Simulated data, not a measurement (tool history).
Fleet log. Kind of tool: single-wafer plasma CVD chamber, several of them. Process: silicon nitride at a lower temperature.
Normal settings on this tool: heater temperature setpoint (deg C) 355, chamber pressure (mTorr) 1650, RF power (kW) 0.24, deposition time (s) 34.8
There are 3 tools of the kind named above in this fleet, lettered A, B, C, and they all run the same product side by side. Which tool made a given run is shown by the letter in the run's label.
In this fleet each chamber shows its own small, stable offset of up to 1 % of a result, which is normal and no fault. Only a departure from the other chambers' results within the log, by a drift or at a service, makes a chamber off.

| run | day | heater temperature setpoint (deg C) | chamber pressure (mTorr) | RF power (kW) | deposition time (s) | hours since the last thermocouple change | hours since the last RF generator calibration | hours since the last manometer calibration | read-back reference wafer on the same gauge, thickness_nm | mean film thickness on the monitor wafer (angstrom) |
|---|---|---|---|---|---|---|---|---|---|---|
| 1B | 0.388 | 355 | 1650 | 0.24 | 34.8 | 12.6 | 224.8 | 1551.2 | 34.017 | 355.58 |
| 2A | 0.717 | 355 | 1650 | 0.24 | 34.8 | 788.8 | 144.3 | 2383.2 | 34.021 | 350.25 |
| 3C | 1.175 | 355 | 1650 | 0.24 | 34.8 | 696.7 | 1117.3 | 474.8 | 34.014 | 352.27 |
| 4C | 1.504 | 355 | 1650 | 0.24 | 34.8 | 704.6 | 1125.2 | 482.7 | 34.038 | 352.28 |
| 5B | 1.754 | 355 | 1650 | 0.24 | 34.8 | 45.4 | 257.6 | 1584 | 34.023 | 356.06 |
| 6A | 2.088 | 355 | 1650 | 0.24 | 34.8 | 821.7 | 177.2 | 2416.1 | 34.036 | 351.92 |
| 7C | 2.338 | 355 | 1650 | 0.24 | 34.8 | 724.6 | 1145.2 | 502.7 | 34.033 | 351.45 |
| 8A | 2.783 | 355 | 1650 | 0.24 | 34.8 | 838.4 | 193.9 | 2432.8 | 34.036 | 350.9 |
| 9B | 3.233 | 355 | 1650 | 0.24 | 34.8 | 80.9 | 293.1 | 1619.5 | 34.038 | 356.16 |
| 10B | 3.55 | 362 | 1650 | 0.24 | 40 | 88.5 | 300.7 | 1627.1 | 34.059 | 406.34 |
| 11A | 3.983 | 362 | 1650 | 0.24 | 40 | 867.2 | 222.7 | 2461.6 | 34.06 | 402.31 |
| 12C | 4.35 | 362 | 1650 | 0.24 | 40 | 772.9 | 1193.5 | 551 | 34.058 | 404.1 |
| 13A | 4.804 | 355 | 1650 | 0.24 | 34.8 | 886.9 | 242.4 | 2481.3 | 34.059 | 350.99 |
| 14C | 5.192 | 355 | 1650 | 0.28 | 34.8 | 793.1 | 1213.7 | 571.2 | 34.07 | 393.18 |
| 15B | 5.754 | 355 | 1650 | 0.28 | 34.8 | 141.4 | 353.6 | 1680 | 34.095 | 397.98 |
| 16A | 6.275 | 355 | 1650 | 0.28 | 34.8 | 922.2 | 277.7 | 2516.6 | 34.088 | 391.99 |
| 17B | 6.546 | 355 | 1650 | 0.24 | 34.8 | 160.4 | 372.6 | 1699 | 34.092 | 356.2 |
| 18C | 7.025 | 355 | 1650 | 0.24 | 34.8 | 837.1 | 1257.7 | 615.2 | 34.103 | 351.35 |
| 19C | 7.588 | 355 | 1650 | 0.24 | 34.8 | 850.6 | 1271.2 | 628.7 | 34.116 | 352.93 |
|  | 7.746 | chamber A: capacitance manometer re-zeroed and calibrated |
| 20A | 8.075 | 355 | 1420 | 0.24 | 31.4 | 965.4 | 320.9 | 7.9 | 34.118 | 305.26 |
| 21B | 8.592 | 355 | 1420 | 0.24 | 31.4 | 209.5 | 421.7 | 1748.1 | 34.133 | 308.34 |
|  | 8.746 | chamber A: thermocouple changed; heater temperature recalibrated |
| 22B | 9.012 | 355 | 1420 | 0.24 | 31.4 | 219.6 | 431.8 | 1758.2 | 34.127 | 308.3 |
| 23C | 9.583 | 355 | 1650 | 0.24 | 34.8 | 898.5 | 1319.1 | 676.6 | 34.123 | 353.26 |
| 24A | 9.904 | 355 | 1650 | 0.24 | 34.8 | 27.8 | 364.8 | 51.8 | 34.142 | 352.78 |
| 25B | 10.321 | 355 | 1650 | 0.24 | 34.8 | 251 | 463.2 | 1789.6 | 34.14 | 357.01 |
| 26C | 10.712 | 355 | 1650 | 0.24 | 34.8 | 925.6 | 1346.2 | 703.7 | 34.151 | 354.13 |
| 27A | 11.029 | 355 | 1650 | 0.24 | 34.8 | 54.8 | 391.8 | 78.8 | 34.145 | 352.48 |
| 28B | 11.388 | 355 | 1650 | 0.24 | 34.8 | 276.6 | 488.8 | 1815.2 | 34.17 | 357.23 |
| 29C | 11.954 | 355 | 1650 | 0.24 | 34.8 | 955.4 | 1376 | 733.5 | 34.177 | 353.59 |
| 30A | 12.258 | 369 | 1650 | 0.24 | 39.3 | 84.3 | 421.3 | 108.3 | 34.179 | 396.4 |
| 31B | 12.771 | 369 | 1650 | 0.24 | 39.3 | 309.8 | 522 | 1848.4 | 34.192 | 400.28 |
| 32C | 13.108 | 369 | 1650 | 0.24 | 39.3 | 983.1 | 1403.7 | 761.2 | 34.177 | 398.38 |
| 33A | 13.379 | 355 | 1650 | 0.24 | 34.8 | 111.2 | 448.2 | 135.2 | 34.183 | 353.14 |
|  | 13.471 | chamber B: capacitance manometer re-zeroed and calibrated |
| 34B | 13.875 | 355 | 1650 | 0.24 | 34.8 | 336.3 | 548.5 | 9.8 | 34.192 | 357.19 |
| 35C | 14.388 | 355 | 1650 | 0.24 | 34.8 | 1013.8 | 1434.4 | 791.9 | 34.197 | 352.72 |
| 36A | 14.754 | 355 | 1650 | 0.24 | 34.8 | 144.2 | 481.2 | 168.2 | 34.201 | 353.24 |

Does one chamber stand apart from the rest, does the shared gauge drift, or is all well apart from small per-chamber offsets? Give the chamber and the most likely cause, where there is one.

The shared gauge is drifting. All chambers look as if they move in step, but none is off.
What lies behind it: gauge reads high (%) = 0.633.
